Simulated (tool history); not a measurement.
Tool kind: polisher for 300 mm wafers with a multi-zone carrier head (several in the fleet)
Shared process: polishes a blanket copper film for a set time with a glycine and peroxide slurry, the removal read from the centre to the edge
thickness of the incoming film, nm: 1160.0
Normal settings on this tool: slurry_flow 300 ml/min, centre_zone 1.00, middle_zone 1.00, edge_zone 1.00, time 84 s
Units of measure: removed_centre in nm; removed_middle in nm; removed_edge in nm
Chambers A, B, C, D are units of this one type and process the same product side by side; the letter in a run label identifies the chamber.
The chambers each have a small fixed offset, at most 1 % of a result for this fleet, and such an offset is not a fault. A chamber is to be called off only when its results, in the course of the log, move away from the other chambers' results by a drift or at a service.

run,hour,slurry_flow,centre_zone,middle_zone,edge_zone,time,wafers polished on this pad,hours since the slurry nozzle was cleaned,hours since the centre zone pressure was calibrated,hours since the edge zone pressure was calibrated,removed_centre,removed_middle,removed_edge
# hour 2.4: chamber D: worn pad replaced by a new one
1D,6.6,300,1.00,1.00,1.00,84,50,58.0,551.4,463.6,366.22,367.94,375.39
2A,13.8,300,1.00,1.00,1.00,84,387,197.3,75.1,1218.7,369.99,362.09,371.30
3C,21.9,300,1.00,1.00,1.00,84,423,307.1,432.3,324.6,373.79,366.17,370.66
4B,28.1,300,1.00,1.00,1.00,84,564,393.3,497.4,845.4,363.46,367.26,371.70
5B,32.7,300,1.00,1.00,1.00,84,618,397.9,502.0,850.0,363.69,364.29,371.94
# hour 36.3: chamber B: worn pad replaced by a new one
6C,36.4,300,1.00,1.00,1.00,84,594,321.6,446.8,339.1,366.61,371.09,368.13
7A,43.1,300,1.00,1.00,1.00,84,732,226.6,104.4,1248.0,366.47,360.14,369.31
# hour 47.0: chamber A: slurry nozzle cleaned
8D,48.2,390,1.00,1.09,1.00,84,541,99.6,593.0,505.2,385.36,403.38,373.41
9B,53.0,390,1.00,1.09,1.00,84,197,418.2,522.3,870.3,373.46,407.42,373.26
10C,57.1,390,1.00,1.09,1.00,84,838,342.3,467.5,359.8,381.50,403.60,376.54
# hour 60.2: chamber C: centre zone pressure recalibrated
# hour 60.8: chamber C: worn pad replaced by a new one
# hour 62.0: chamber B: slurry nozzle cleaned
11A,65.2,390,1.00,1.09,1.00,84,993,18.3,126.5,1270.1,366.51,394.66,372.39
12D,72.3,300,1.00,1.00,1.00,84,825,123.7,617.1,529.3,370.21,364.90,372.02
13A,77.7,300,1.00,1.00,1.04,84,1140,30.8,139.0,1282.6,363.30,359.19,372.57
14D,82.7,300,1.00,1.00,1.04,84,947,134.1,627.5,539.7,366.36,375.60,385.18
15B,87.6,300,1.00,1.00,1.04,84,605,25.6,556.9,904.9,363.29,367.54,375.08
16C,92.9,300,1.00,1.00,1.04,84,379,378.1,32.7,395.6,335.99,369.25,385.33
17C,99.0,300,1.00,1.00,1.00,84,451,384.2,38.8,401.7,339.88,357.98,372.28
# hour 103.3: chamber A: worn pad replaced by a new one
18A,104.6,300,1.00,1.00,1.00,84,15,57.7,165.9,1309.5,363.50,365.36,369.47
# hour 106.7: chamber B: worn pad replaced by a new one
19B,108.2,300,1.00,1.00,1.00,84,18,46.2,577.5,925.5,355.61,358.63,365.87
20D,112.8,200,0.89,1.00,1.00,84,1302,164.2,657.6,569.8,304.67,351.57,360.18
# hour 114.3: chamber D: worn pad replaced by a new one
21C,119.1,200,0.89,1.00,1.00,84,688,404.3,58.9,421.8,278.35,347.95,348.54
22D,122.9,200,0.89,1.00,1.00,84,101,174.3,667.7,579.9,309.79,346.36,361.93
# hour 126.4: chamber C: worn pad replaced by a new one
23B,128.0,200,0.89,1.00,1.00,84,251,66.0,597.3,945.3,299.14,344.12,354.89
24A,133.6,300,1.00,1.00,1.00,84,357,86.7,194.9,1338.5,371.29,374.43,365.89
25A,138.5,300,1.00,1.00,1.00,84,415,91.6,199.8,1343.4,364.91,371.54,364.57
26C,146.2,300,1.00,1.00,1.00,84,234,431.4,86.0,448.9,341.92,363.51,372.11
27D,152.3,300,1.00,1.00,1.00,84,448,203.7,697.1,609.3,363.69,370.55,365.93
28B,160.2,300,1.00,1.00,1.00,84,631,98.2,629.5,977.5,372.00,364.44,363.76
29D,166.3,300,1.00,1.00,1.00,84,613,217.7,711.1,623.3,366.74,363.41,368.92
30B,171.5,300,1.00,1.00,1.00,84,764,109.5,640.8,988.8,361.73,365.72,366.85
31C,176.8,300,1.00,1.00,1.00,84,595,462.0,116.6,479.5,340.22,368.25,368.31

Each of the 4 chambers runs these same settings next. Fill in every chamber's results:
32A,182.7,300,1.00,1.00,1.00,95,,,,,?,?,?
32B,182.7,300,1.00,1.00,1.00,95,,,,,?,?,?
32C,182.7,300,1.00,1.00,1.00,95,,,,,?,?,?
32D,182.7,300,1.00,1.00,1.00,95,,,,,?,?,?

run,removed_centre,removed_middle,removed_edge
32A,415.77,414.58,419.96
32B,418.91,418.88,411.57
32C,382.54,419.38,413.26
32D,415.05,417.48,420.42

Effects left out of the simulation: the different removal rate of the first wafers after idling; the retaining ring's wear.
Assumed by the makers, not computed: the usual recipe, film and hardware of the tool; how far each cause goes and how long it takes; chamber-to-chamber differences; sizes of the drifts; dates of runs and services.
